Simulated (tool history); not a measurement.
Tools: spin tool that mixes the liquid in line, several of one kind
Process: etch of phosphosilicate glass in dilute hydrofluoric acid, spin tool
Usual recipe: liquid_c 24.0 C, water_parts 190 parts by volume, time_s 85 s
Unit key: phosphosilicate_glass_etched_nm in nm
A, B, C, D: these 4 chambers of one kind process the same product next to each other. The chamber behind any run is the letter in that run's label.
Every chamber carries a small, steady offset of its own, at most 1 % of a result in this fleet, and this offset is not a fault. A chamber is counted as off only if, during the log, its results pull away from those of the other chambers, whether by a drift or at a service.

run,hour,liquid_c,water_parts,time_s,hours since the thermometer was replaced,hours since the hydrofluoric acid flow meter was replaced,"read-back film thickness of the phosphosilicate glass reference wafer, read on the same gauge (nm)",phosphosilicate_glass_etched_nm
1B,11.8,24.0,190,85,1796.3,1915.7,120.00,49.812
2D,21.3,24.0,190,85,519.8,1282.3,119.99,49.323
3A,35.3,24.0,190,85,904.2,1085.3,119.99,49.864
4C,47.0,24.0,190,85,2089.3,2101.3,119.98,50.185
5C,60.3,24.0,190,85,2102.6,2114.6,120.01,50.477
# hour 60.5: chamber C: hydrofluoric acid flow meter replaced
6B,73.0,24.0,190,85,1857.5,1976.9,119.99,50.271
7D,81.0,24.0,190,85,579.5,1342.0,119.95,49.703
8A,89.4,27.5,190,85,958.3,1139.4,119.99,56.287
9C,99.2,27.5,190,85,2141.5,38.8,119.93,57.523
10B,113.3,27.5,190,85,1897.8,2017.2,119.96,56.049
11A,127.2,27.5,190,85,996.1,1177.2,119.98,56.029
12D,143.0,24.0,190,85,641.5,1404.0,119.94,49.529
13B,151.2,21.5,265,85,1935.7,2055.1,119.97,30.195
14D,160.9,21.5,265,85,659.4,1421.9,119.99,30.012
15C,174.6,21.5,265,85,2216.9,114.2,120.02,30.131
16A,189.9,21.5,265,85,1058.8,1239.9,119.99,29.605
17B,197.2,24.0,190,85,1981.7,2101.1,119.99,50.061
18A,206.3,24.0,190,85,1075.2,1256.3,119.99,49.623
19C,215.2,24.0,190,85,2257.5,154.8,120.01,50.691
20D,228.9,24.0,190,85,727.4,1489.9,119.98,48.783
21D,241.0,24.0,190,85,739.5,1502.0,119.97,48.020
22C,248.3,24.0,190,85,2290.6,187.9,120.03,50.267
23A,262.3,24.0,190,85,1131.2,1312.3,119.96,49.609
24B,274.7,24.0,190,85,2059.2,2178.6,119.94,49.885
25C,289.2,24.0,190,85,2331.5,228.8,119.95,50.186
26D,302.0,24.0,190,85,800.5,1563.0,119.97,47.433
27A,313.6,24.0,190,85,1182.5,1363.6,120.02,49.339
# hour 317.3: chamber C: thermometer replaced
# hour 322.9: chamber A: hydrofluoric acid flow meter replaced
28B,325.4,24.0,190,85,2109.9,2229.3,119.98,49.856
29C,333.0,24.0,190,85,15.8,272.6,120.02,49.935
30D,347.7,24.0,190,85,846.2,1608.7,119.95,46.899
31B,363.3,24.0,190,85,2147.8,2267.2,119.94,49.969
32A,370.4,24.0,225,125,1239.3,47.5,119.96,59.480

All chambers now run identical settings, listed one chamber a line with results as question marks. What results will each chamber show?
33A,381.8,24.0,190,40,,,,?
33B,381.8,24.0,190,40,,,,?
33C,381.8,24.0,190,40,,,,?
33D,381.8,24.0,190,40,,,,?

run,phosphosilicate_glass_etched_nm
33A,23.233
33B,23.311
33C,23.740
33D,22.072

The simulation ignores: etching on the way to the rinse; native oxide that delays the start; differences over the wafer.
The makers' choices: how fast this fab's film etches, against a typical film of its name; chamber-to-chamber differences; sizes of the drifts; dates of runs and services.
